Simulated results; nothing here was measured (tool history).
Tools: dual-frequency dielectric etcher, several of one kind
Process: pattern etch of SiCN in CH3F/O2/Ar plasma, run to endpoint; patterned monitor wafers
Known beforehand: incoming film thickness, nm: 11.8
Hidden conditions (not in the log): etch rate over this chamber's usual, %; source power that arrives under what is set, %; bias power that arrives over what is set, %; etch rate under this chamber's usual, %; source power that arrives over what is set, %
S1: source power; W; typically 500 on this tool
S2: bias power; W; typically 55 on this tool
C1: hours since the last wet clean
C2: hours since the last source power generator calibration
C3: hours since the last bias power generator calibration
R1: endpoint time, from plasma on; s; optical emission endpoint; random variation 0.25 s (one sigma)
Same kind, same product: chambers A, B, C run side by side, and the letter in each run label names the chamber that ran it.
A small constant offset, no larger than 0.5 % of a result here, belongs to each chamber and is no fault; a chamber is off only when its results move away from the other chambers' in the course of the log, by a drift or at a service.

Run 1C, hour 11.7: usual settings; C1 254.6; C2 1387; C3 194.6. Result: R1 31.471 s.
Run 2B, hour 17.1: usual settings; C1 248.4; C2 1965; C3 1310.5. Result: R1 32.108 s.
Run 3A, hour 22.7: usual settings; C1 387; C2 1498.8; C3 3058. Result: R1 31.818 s.
Run 4A, hour 32: usual settings; C1 396.3; C2 1508.1; C3 3067.3. Result: R1 31.548 s.
Run 5B, hour 39.6: usual settings but S2 49 W; C1 270.9; C2 1987.5; C3 1333. Result: R1 33.252 s.
Run 6C, hour 51.2: usual settings but S2 49 W; C1 294.1; C2 1426.5; C3 234.1. Result: R1 32.856 s.
Run 7A, hour 60.9: usual settings but S2 49 W; C1 425.2; C2 1537; C3 3096.2. Result: R1 32.891 s.
Run 8B, hour 71.4: usual settings; C1 302.7; C2 2019.3; C3 1364.8. Result: R1 31.792 s.
Run 9C, hour 82: usual settings; C1 324.9; C2 1457.3; C3 264.9. Result: R1 32.047 s.
Run 10C, hour 91.6: usual settings; C1 334.5; C2 1466.9; C3 274.5. Result: R1 32.167 s.
Run 11A, hour 103.1: usual settings; C1 467.4; C2 1579.2; C3 3138.4. Result: R1 31.66 s.
At hour 108.1: chamber A: wet clean of the chamber.
Run 12B, hour 113.3: usual settings; C1 344.6; C2 2061.2; C3 1406.7. Result: R1 31.342 s.
At hour 123.8: chamber C: wet clean of the chamber.
Run 13C, hour 124.9: usual settings but S1 450 W, S2 59 W; C1 1.1; C2 1500.2; C3 307.8. Result: R1 31.862 s.
Run 14A, hour 134.4: usual settings but S1 450 W, S2 59 W; C1 26.4; C2 1610.5; C3 3169.7. Result: R1 31.413 s.
Run 15B, hour 141.5: usual settings but S1 450 W, S2 59 W; C1 372.8; C2 2089.4; C3 1434.9. Result: R1 32.071 s.
Run 16B, hour 150.6: usual settings; C1 381.9; C2 2098.5; C3 1444. Result: R1 31.732 s.
Run 17A, hour 159.2: usual settings; C1 51.2; C2 1635.3; C3 3194.5. Result: R1 30.471 s.
Run 18C, hour 170.3: usual settings; C1 46.5; C2 1545.6; C3 353.2. Result: R1 31.549 s.
Run 19A, hour 176: usual settings; C1 68; C2 1652.1; C3 3211.3. Result: R1 30.649 s.
Run 20C, hour 183.5: usual settings; C1 59.7; C2 1558.8; C3 366.4. Result: R1 32.354 s.
Run 21B, hour 194.6: usual settings but S1 430 W; C1 425.9; C2 2142.5; C3 1488. Result: R1 33.459 s.
Run 22A, hour 203.2: usual settings but S1 430 W; C1 95.2; C2 1679.3; C3 3238.5. Result: R1 32.634 s.
Run 23B, hour 215.2: usual settings but S1 430 W; C1 446.5; C2 2163.1; C3 1508.6. Result: R1 33.601 s.
Run 24C, hour 226.8: usual settings; C1 103; C2 1602.1; C3 409.7. Result: R1 31.584 s.
At hour 228.5: chamber B: wet clean of the chamber.
Run 25C, hour 232.9: usual settings; C1 109.1; C2 1608.2; C3 415.8. Result: R1 31.935 s.
Run 26B, hour 240.5: usual settings but S1 440 W; C1 12; C2 2188.4; C3 1533.9. Result: R1 32.647 s.
Run 27A, hour 252: usual settings but S1 440 W; C1 144; C2 1728.1; C3 3287.3. Result: R1 31.758 s.

Has any chamber moved away from the others, gradually or after a service, or does the common gauge drift, or do the chambers differ only by their own small steady offsets? State the chamber and the most likely cause if one applies.

A service left chamber A off against the others.
Likeliest cause: etch rate over this chamber's usual, % = 4.22.

Which of the 4 candidates below, each the usual settings with something changed and its results left as question marks, puts chamber A back in line with what the other chambers give on the usual settings?
A result is in line if it is within this distance of the other chambers' mean on the usual settings: R1 0.86 s
Run 28A-1, hour 261.1: usual settings but S1 560 W, S2 61 W. Result: R1 ?.
Run 28A-2, hour 261.1: usual settings but S1 390 W. Result: R1 ?.
Run 28A-3, hour 261.1: usual settings but S1 470 W, S2 52 W. Result: R1 ?.
Run 28A-4, hour 261.1: usual settings but S1 530 W, S2 58 W. Result: R1 ?.

Average result of the remaining chambers running the usual settings: R1 31.698 s
  run      R1
28A-1  28.258
28A-2  33.637
28A-3  31.882
28A-4  29.355
28A-3 puts the chamber back in line with the other chambers.

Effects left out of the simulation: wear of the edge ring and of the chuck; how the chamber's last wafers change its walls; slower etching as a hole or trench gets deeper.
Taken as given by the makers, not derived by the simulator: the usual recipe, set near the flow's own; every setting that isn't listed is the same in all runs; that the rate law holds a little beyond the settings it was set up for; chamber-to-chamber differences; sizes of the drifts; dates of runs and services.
